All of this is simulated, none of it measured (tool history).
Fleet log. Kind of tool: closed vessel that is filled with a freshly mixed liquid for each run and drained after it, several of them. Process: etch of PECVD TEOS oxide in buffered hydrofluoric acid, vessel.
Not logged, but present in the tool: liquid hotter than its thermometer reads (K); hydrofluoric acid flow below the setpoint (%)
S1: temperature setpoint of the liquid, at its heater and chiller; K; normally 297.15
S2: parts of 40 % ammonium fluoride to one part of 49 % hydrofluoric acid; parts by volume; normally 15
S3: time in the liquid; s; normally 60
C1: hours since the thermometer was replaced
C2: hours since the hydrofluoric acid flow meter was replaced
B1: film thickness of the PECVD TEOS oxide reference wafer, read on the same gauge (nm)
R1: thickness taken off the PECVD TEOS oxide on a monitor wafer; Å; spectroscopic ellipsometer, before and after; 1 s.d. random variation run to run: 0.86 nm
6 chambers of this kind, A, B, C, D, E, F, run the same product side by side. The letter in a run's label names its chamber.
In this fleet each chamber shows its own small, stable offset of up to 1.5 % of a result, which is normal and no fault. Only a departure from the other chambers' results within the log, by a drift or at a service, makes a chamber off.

run 1C hour=13.7 | S1=297.15 S2=15 S3=60 | C1=227.8 C2=1450.5 | B1=29.998 | R1=1039.80
run 2A hour=22.9 | S1=297.15 S2=15 S3=60 | C1=351.0 C2=25.3 | B1=29.978 | R1=1064.80
run 3B hour=32.5 | S1=297.15 S2=15 S3=60 | C1=298.1 C2=724.6 | B1=29.977 | R1=1051.60
run 4E hour=46.8 | S1=297.15 S2=15 S3=60 | C1=875.3 C2=476.0 | B1=30.000 | R1=1044.60
run 5F hour=61.8 | S1=297.15 S2=15 S3=60 | C1=595.1 C2=1758.4 | B1=30.003 | R1=1074.90
run 6D hour=69.4 | S1=302.15 S2=15 S3=60 | C1=453.4 C2=1292.8 | B1=29.979 | R1=1379.00
run 7B hour=83.3 | S1=302.15 S2=15 S3=60 | C1=348.9 C2=775.4 | B1=30.011 | R1=1369.50
run 8F hour=97.8 | S1=302.15 S2=15 S3=60 | C1=631.1 C2=1794.4 | B1=29.997 | R1=1374.30
run 9D hour=111.7 | S1=302.15 S2=15 S3=60 | C1=495.7 C2=1335.1 | B1=29.989 | R1=1391.30
run 10A hour=121.3 | S1=302.15 S2=15 S3=60 | C1=449.4 C2=123.7 | B1=30.011 | R1=1392.50
run 11C hour=136.1 | S1=302.15 S2=15 S3=60 | C1=350.2 C2=1572.9 | B1=29.988 | R1=1385.70
run 12E hour=146.1 | S1=297.15 S2=15 S3=70 | C1=974.6 C2=575.3 | B1=29.998 | R1=1214.70
run 13F hour=156.6 | S1=297.15 S2=15 S3=70 | C1=689.9 C2=1853.2 | B1=30.002 | R1=1220.90
run 14C hour=170.9 | S1=297.15 S2=15 S3=70 | C1=385.0 C2=1607.7 | B1=29.989 | R1=1233.30
run 15E hour=181.5 | S1=297.15 S2=15 S3=70 | C1=1010.0 C2=610.7 | B1=29.982 | R1=1221.00
run 16D hour=193.6 | S1=297.15 S2=15 S3=70 | C1=577.6 C2=1417.0 | B1=29.998 | R1=1236.00
run 17B hour=201.1 | S1=297.15 S2=15 S3=70 | C1=466.7 C2=893.2 | B1=29.996 | R1=1232.20
run 18A hour=211.5 | S1=297.15 S2=15 S3=60 | C1=539.6 C2=213.9 | B1=29.998 | R1=1068.80
-- hour=219.6 chamber C: hydrofluoric acid flow meter replaced
run 19B hour=221.2 | S1=292.65 S2=15 S3=40 | C1=486.8 C2=913.3 | B1=29.974 | R1=543.84
run 20F hour=228.6 | S1=292.65 S2=15 S3=40 | C1=761.9 C2=1925.2 | B1=30.005 | R1=551.53
run 21C hour=238.6 | S1=292.65 S2=15 S3=40 | C1=452.7 C2=19.1 | B1=30.020 | R1=550.96
run 22E hour=246.3 | S1=292.65 S2=15 S3=40 | C1=1074.8 C2=675.5 | B1=30.003 | R1=552.12
run 23A hour=257.8 | S1=292.65 S2=15 S3=40 | C1=585.9 C2=260.2 | B1=30.004 | R1=547.76
run 24D hour=266.4 | S1=292.65 S2=15 S3=40 | C1=650.4 C2=1489.8 | B1=29.996 | R1=555.43
run 25C hour=280.4 | S1=297.15 S2=15 S3=60 | C1=494.5 C2=60.9 | B1=29.992 | R1=1058.80
run 26B hour=292.9 | S1=297.15 S2=15 S3=60 | C1=558.5 C2=985.0 | B1=29.997 | R1=1033.40
run 27A hour=307.0 | S1=297.15 S2=15 S3=60 | C1=635.1 C2=309.4 | B1=30.023 | R1=1090.70
run 28F hour=322.1 | S1=297.15 S2=15 S3=60 | C1=855.4 C2=2018.7 | B1=30.000 | R1=1065.30
run 29D hour=336.9 | S1=297.15 S2=15 S3=90 | C1=720.9 C2=1560.3 | B1=29.994 | R1=1574.40
run 30E hour=348.6 | S1=297.15 S2=15 S3=90 | C1=1177.1 C2=777.8 | B1=30.001 | R1=1587.40
run 31A hour=355.7 | S1=297.15 S2=15 S3=90 | C1=683.8 C2=358.1 | B1=30.029 | R1=1674.30
run 32D hour=364.8 | S1=297.15 S2=15 S3=90 | C1=748.8 C2=1588.2 | B1=30.002 | R1=1597.20
run 33F hour=373.2 | S1=297.15 S2=15 S3=90 | C1=906.5 C2=2069.8 | B1=30.008 | R1=1565.00
run 34E hour=384.8 | S1=297.15 S2=15 S3=90 | C1=1213.3 C2=814.0 | B1=29.997 | R1=1567.90
run 35B hour=400.1 | S1=297.15 S2=15 S3=60 | C1=665.7 C2=1092.2 | B1=30.007 | R1=1039.80
run 36C hour=414.0 | S1=297.15 S2=15 S3=60 | C1=628.1 C2=194.5 | B1=30.008 | R1=1050.40
run 37E hour=423.0 | S1=297.15 S2=15 S3=60 | C1=1251.5 C2=852.2 | B1=30.003 | R1=1052.50

Next, every chamber runs the same settings. What will each give?
run 38A hour=434.4 | S1=297.15 S2=15 S3=60 | R1=?
run 38B hour=434.4 | S1=297.15 S2=15 S3=60 | R1=?
run 38C hour=434.4 | S1=297.15 S2=15 S3=60 | R1=?
run 38D hour=434.4 | S1=297.15 S2=15 S3=60 | R1=?
run 38E hour=434.4 | S1=297.15 S2=15 S3=60 | R1=?
run 38F hour=434.4 | S1=297.15 S2=15 S3=60 | R1=?

run=38A R1=1106.10
run=38B R1=1045.40
run=38C R1=1056.30
run=38D R1=1047.20
run=38E R1=1042.60
run=38F R1=1056.40

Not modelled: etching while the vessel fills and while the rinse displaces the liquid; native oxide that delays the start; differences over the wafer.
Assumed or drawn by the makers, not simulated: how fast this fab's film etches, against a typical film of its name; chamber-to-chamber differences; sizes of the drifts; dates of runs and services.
